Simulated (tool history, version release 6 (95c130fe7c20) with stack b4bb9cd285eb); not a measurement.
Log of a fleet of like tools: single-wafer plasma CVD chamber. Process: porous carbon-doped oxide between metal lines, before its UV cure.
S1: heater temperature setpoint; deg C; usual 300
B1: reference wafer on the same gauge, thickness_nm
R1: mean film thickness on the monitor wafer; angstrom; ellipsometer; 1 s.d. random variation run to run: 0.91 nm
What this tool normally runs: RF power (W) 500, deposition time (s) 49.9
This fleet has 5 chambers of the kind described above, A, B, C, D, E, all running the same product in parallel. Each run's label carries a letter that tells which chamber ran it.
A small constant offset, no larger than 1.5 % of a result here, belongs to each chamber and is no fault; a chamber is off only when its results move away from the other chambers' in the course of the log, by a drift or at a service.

run 1A hour=8.4 | S1=300 RF_power_(W)=500 deposition_time_(s)=49.9 | B1=242.00 | R1=2651.8
run 2B hour=15.7 | S1=300 RF_power_(W)=500 deposition_time_(s)=49.9 | B1=241.86 | R1=2697.2
run 3C hour=24.2 | S1=300 RF_power_(W)=500 deposition_time_(s)=49.9 | B1=241.86 | R1=2675.7
run 4E hour=31.5 | S1=300 RF_power_(W)=500 deposition_time_(s)=49.9 | B1=242.17 | R1=2666.7
run 5D hour=38.3 | S1=300 RF_power_(W)=500 deposition_time_(s)=49.9 | B1=242.09 | R1=2663.2
run 6D hour=46.4 | S1=300 RF_power_(W)=500 deposition_time_(s)=49.9 | B1=242.07 | R1=2674.0
run 7B hour=53.5 | S1=300 RF_power_(W)=500 deposition_time_(s)=49.9 | B1=241.92 | R1=2676.2
run 8E hour=59.3 | S1=300 RF_power_(W)=500 deposition_time_(s)=49.9 | B1=241.85 | R1=2673.9
run 9C hour=67.4 | S1=300 RF_power_(W)=500 deposition_time_(s)=49.9 | B1=241.71 | R1=2653.3
run 10A hour=74.5 | S1=300 RF_power_(W)=500 deposition_time_(s)=49.9 | B1=241.67 | R1=2641.3
run 11C hour=83.0 | S1=287 RF_power_(W)=500 deposition_time_(s)=49.9 | B1=241.95 | R1=2852.8
run 12E hour=95.2 | S1=287 RF_power_(W)=500 deposition_time_(s)=49.9 | B1=241.70 | R1=2861.6
run 13B hour=102.9 | S1=287 RF_power_(W)=500 deposition_time_(s)=49.9 | B1=241.91 | R1=2895.4
run 14D hour=112.8 | S1=287 RF_power_(W)=500 deposition_time_(s)=49.9 | B1=242.00 | R1=2882.3
run 15A hour=126.0 | S1=287 RF_power_(W)=500 deposition_time_(s)=49.9 | B1=242.11 | R1=2841.2
run 16B hour=132.0 | S1=300 RF_power_(W)=500 deposition_time_(s)=49.9 | B1=241.90 | R1=2691.1
run 17E hour=144.3 | S1=300 RF_power_(W)=500 deposition_time_(s)=49.9 | B1=242.04 | R1=2668.5
run 18A hour=153.4 | S1=306 RF_power_(W)=500 deposition_time_(s)=49.9 | B1=241.97 | R1=2561.2
run 19D hour=160.9 | S1=306 RF_power_(W)=500 deposition_time_(s)=49.9 | B1=241.89 | R1=2590.6
run 20C hour=167.1 | S1=306 RF_power_(W)=500 deposition_time_(s)=49.9 | B1=242.15 | R1=2590.1
run 21A hour=178.2 | S1=306 RF_power_(W)=500 deposition_time_(s)=49.9 | B1=242.03 | R1=2565.9
-- hour=187.4 chamber D: RF generator calibrated
run 22E hour=187.9 | S1=306 RF_power_(W)=500 deposition_time_(s)=49.9 | B1=242.26 | R1=2561.3
run 23D hour=199.5 | S1=300 RF_power_(W)=500 deposition_time_(s)=49.9 | B1=242.11 | R1=2668.0
run 24C hour=206.0 | S1=300 RF_power_(W)=500 deposition_time_(s)=49.9 | B1=241.94 | R1=2678.4
run 25B hour=217.7 | S1=300 RF_power_(W)=535 deposition_time_(s)=49.9 | B1=242.02 | R1=2782.1
run 26B hour=228.1 | S1=300 RF_power_(W)=535 deposition_time_(s)=49.9 | B1=242.23 | R1=2796.3
run 27E hour=239.1 | S1=300 RF_power_(W)=535 deposition_time_(s)=49.9 | B1=241.91 | R1=2775.8
run 28D hour=251.8 | S1=300 RF_power_(W)=535 deposition_time_(s)=49.9 | B1=241.84 | R1=2808.3
-- hour=252.2 chamber E: RF generator calibrated
run 29A hour=260.6 | S1=300 RF_power_(W)=535 deposition_time_(s)=49.9 | B1=241.97 | R1=2761.6
run 30C hour=273.6 | S1=307 RF_power_(W)=455 deposition_time_(s)=49.9 | B1=242.09 | R1=2414.8
run 31C hour=284.4 | S1=307 RF_power_(W)=455 deposition_time_(s)=49.9 | B1=242.00 | R1=2407.4
run 32D hour=292.1 | S1=307 RF_power_(W)=455 deposition_time_(s)=49.9 | B1=241.98 | R1=2413.0
run 33E hour=300.6 | S1=307 RF_power_(W)=455 deposition_time_(s)=49.9 | B1=241.90 | R1=2411.5
run 34B hour=312.6 | S1=307 RF_power_(W)=455 deposition_time_(s)=49.9 | B1=242.16 | R1=2359.0
run 35A hour=324.0 | S1=300 RF_power_(W)=500 deposition_time_(s)=49.9 | B1=241.99 | R1=2643.6
-- hour=325.8 chamber A: thermocouple changed; heater temperature recalibrated
run 36C hour=333.1 | S1=300 RF_power_(W)=500 deposition_time_(s)=49.9 | B1=241.96 | R1=2662.8
run 37A hour=340.8 | S1=300 RF_power_(W)=500 deposition_time_(s)=49.9 | B1=242.14 | R1=2641.4
run 38D hour=350.0 | S1=300 RF_power_(W)=500 deposition_time_(s)=49.9 | B1=241.86 | R1=2686.8
run 39E hour=356.5 | S1=300 RF_power_(W)=500 deposition_time_(s)=49.9 | B1=242.01 | R1=2663.0
run 40B hour=362.5 | S1=300 RF_power_(W)=500 deposition_time_(s)=49.9 | B1=242.03 | R1=2610.0
run 41B hour=370.5 | S1=300 RF_power_(W)=500 deposition_time_(s)=49.9 | B1=241.97 | R1=2585.3
run 42D hour=380.3 | S1=300 RF_power_(W)=500 deposition_time_(s)=49.9 | B1=242.09 | R1=2682.5
run 43C hour=391.6 | S1=300 RF_power_(W)=595 deposition_time_(s)=56.5 | B1=241.99 | R1=3364.9

Is one chamber off against the others, does the gauge drift, or is nothing wrong? If a chamber is off, say which, and what the likeliest cause is.

Little by little, chamber B moves away from the other chambers.
Likeliest cause: delivered RF power below the setpoint (%) = 5.77.
The log may not separate it from: wafer temperature above the value expected at the setpoint (K).

Here are 4 candidates for chamber B's next run, each the usual settings with a change, their results left as question marks. Which one brings its results back in line with what the others give on the usual settings?
In-line tolerance around the mean of the other chambers on the usual settings: R1 32.0 angstrom
run 44B-1 hour=401.2 | S1=302 RF_power_(W)=475 deposition_time_(s)=49.9 | R1=?
run 44B-2 hour=401.2 | S1=300 RF_power_(W)=495 deposition_time_(s)=48.9 | R1=?
run 44B-3 hour=401.2 | S1=291 RF_power_(W)=500 deposition_time_(s)=49.9 | R1=?
run 44B-4 hour=401.2 | S1=299 RF_power_(W)=515 deposition_time_(s)=49.9 | R1=?

On the usual settings, the other chambers give on average: R1 2660.6 angstrom
run=44B-1 R1=2464.7
run=44B-2 R1=2515.5
run=44B-3 R1=2722.6
run=44B-4 R1=2650.0
44B-4 is the one that brings the chamber's results back in line with the other chambers.
